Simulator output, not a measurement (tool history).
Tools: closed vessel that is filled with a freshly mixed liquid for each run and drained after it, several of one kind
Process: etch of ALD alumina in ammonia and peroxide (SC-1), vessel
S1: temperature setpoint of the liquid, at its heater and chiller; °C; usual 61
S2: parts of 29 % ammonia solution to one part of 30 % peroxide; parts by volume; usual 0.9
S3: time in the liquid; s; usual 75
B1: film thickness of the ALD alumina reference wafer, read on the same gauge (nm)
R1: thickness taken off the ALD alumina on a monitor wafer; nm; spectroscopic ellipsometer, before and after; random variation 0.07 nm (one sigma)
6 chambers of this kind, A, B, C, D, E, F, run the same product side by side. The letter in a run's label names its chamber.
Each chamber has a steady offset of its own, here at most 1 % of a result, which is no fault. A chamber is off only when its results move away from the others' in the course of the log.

| run | hour | S1 | S2 | S3 | B1 | R1 |
|---|---|---|---|---|---|---|
| 1A | 9.3 | 61 | 0.9 | 75 | 79.973 | 7.1136 |
| 2D | 19.8 | 61 | 0.9 | 75 | 80.013 | 7.1312 |
| 3F | 26.1 | 61 | 0.9 | 75 | 80.004 | 7.1988 |
| 4B | 34.6 | 61 | 0.9 | 75 | 79.966 | 7.1248 |
| 5E | 44.6 | 61 | 0.9 | 55 | 79.985 | 5.2092 |
| 6C | 51.3 | 61 | 0.9 | 55 | 79.984 | 5.2966 |
| 7D | 61.4 | 61 | 0.9 | 55 | 80.065 | 5.1788 |
| 8C | 68 | 61 | 0.9 | 55 | 80.029 | 5.3209 |
| 9A | 76.4 | 61 | 0.9 | 55 | 80.01 | 5.3028 |
| 10F | 82.3 | 61 | 0.9 | 55 | 80.03 | 5.2978 |
| 11E | 87.2 | 61 | 0.9 | 75 | 79.994 | 7.069 |
| 12B | 92.9 | 61 | 0.9 | 75 | 80.017 | 7.0834 |
| 13C | 103.2 | 61 | 0.9 | 75 | 79.974 | 7.1931 |
| 14E | 112.5 | 61 | 0.9 | 75 | 79.977 | 7.1311 |
|  | 117.6 | chamber F: new drum of ammonia solution connected |
| 15D | 119.3 | 61 | 0.9 | 75 | 79.976 | 7.1478 |
|  | 128.7 | chamber F: thermometer replaced |
| 16F | 129.6 | 61 | 0.9 | 75 | 79.989 | 7.1116 |
| 17A | 137.3 | 61 | 0.9 | 75 | 80.036 | 7.0472 |
| 18B | 147 | 61 | 0.9 | 75 | 80.039 | 7.047 |
| 19D | 152.9 | 61 | 0.9 | 75 | 79.993 | 7.1054 |
| 20C | 162.2 | 61 | 0.9 | 75 | 80.014 | 7.1703 |
| 21A | 171.5 | 61 | 1.05 | 75 | 79.954 | 6.9709 |
| 22B | 181.8 | 61 | 1.05 | 75 | 80.005 | 7.2696 |
| 23E | 189.8 | 61 | 1.05 | 75 | 80.011 | 7.2826 |
| 24F | 199.1 | 61 | 1.05 | 75 | 79.975 | 7.2388 |
| 25C | 205.1 | 61 | 1.05 | 75 | 79.969 | 7.328 |
| 26A | 213.7 | 61 | 1.05 | 75 | 80.036 | 6.8077 |
| 27D | 218.4 | 61 | 0.9 | 75 | 80.01 | 7.1222 |
| 28E | 227.4 | 61 | 0.9 | 75 | 80.009 | 7.2341 |
| 29F | 233.3 | 61 | 0.9 | 75 | 79.997 | 7.1253 |
| 30B | 238.5 | 61 | 0.9 | 75 | 79.963 | 7.0071 |
| 31D | 245.9 | 61 | 0.9 | 75 | 80.01 | 7.1161 |
| 32A | 254.9 | 61 | 0.9 | 75 | 80.014 | 6.6241 |
| 33C | 261.1 | 61 | 0.9 | 75 | 80.014 | 7.2669 |
| 34B | 268.2 | 66 | 0.9 | 50 | 79.99 | 6.0335 |
| 35F | 274.6 | 66 | 0.9 | 50 | 80.003 | 6.0454 |
|  | 278.5 | chamber D: new drum of ammonia solution connected |
| 36E | 283.4 | 66 | 0.9 | 50 | 80.029 | 6.1626 |
| 37E | 292.6 | 66 | 0.9 | 50 | 79.984 | 6.0618 |
| 38B | 300.4 | 66 | 0.9 | 50 | 79.995 | 6.0164 |
| 39A | 307.4 | 66 | 0.9 | 50 | 80.009 | 5.5716 |
| 40D | 313.8 | 61 | 0.9 | 75 | 80.024 | 7.2274 |
| 41F | 320.7 | 61 | 0.9 | 75 | 79.963 | 7.1703 |
| 42C | 325.4 | 61 | 0.9 | 75 | 79.989 | 7.1989 |
| 43F | 335.6 | 61 | 0.9 | 75 | 80.014 | 7.1146 |

Is one chamber off against the others, does the gauge drift, or is nothing wrong? If a chamber is off, say which, and what the likeliest cause is.

Chamber A drifts away from the others.
Cause: liquid colder than its thermometer reads (K) = 2.43.

Here are 4 candidates for chamber A's next run, each the usual settings with a change, their results left as question marks. Which one brings its results back in line with what the others give on the usual settings?
In line means no further than this from the other chambers' mean on the usual settings: R1 0.24 nm
| 44A-1 | 343.2 | 57.5 | 0.9 | 75 |  | ? |
| 44A-2 | 343.2 | 61 | 0.9 | 85 |  | ? |
| 44A-3 | 343.2 | 58.5 | 0.9 | 75 |  | ? |
| 44A-4 | 343.2 | 61 | 0.9 | 90 |  | ? |

The other chambers' mean on the usual settings: R1 7.1479 nm
| run | R1 |
|---|---|
| 44A-1 | 5.2599 |
| 44A-2 | 7.162 |
| 44A-3 | 5.5456 |
| 44A-4 | 7.5833 |
44A-2 brings the chamber back in line.
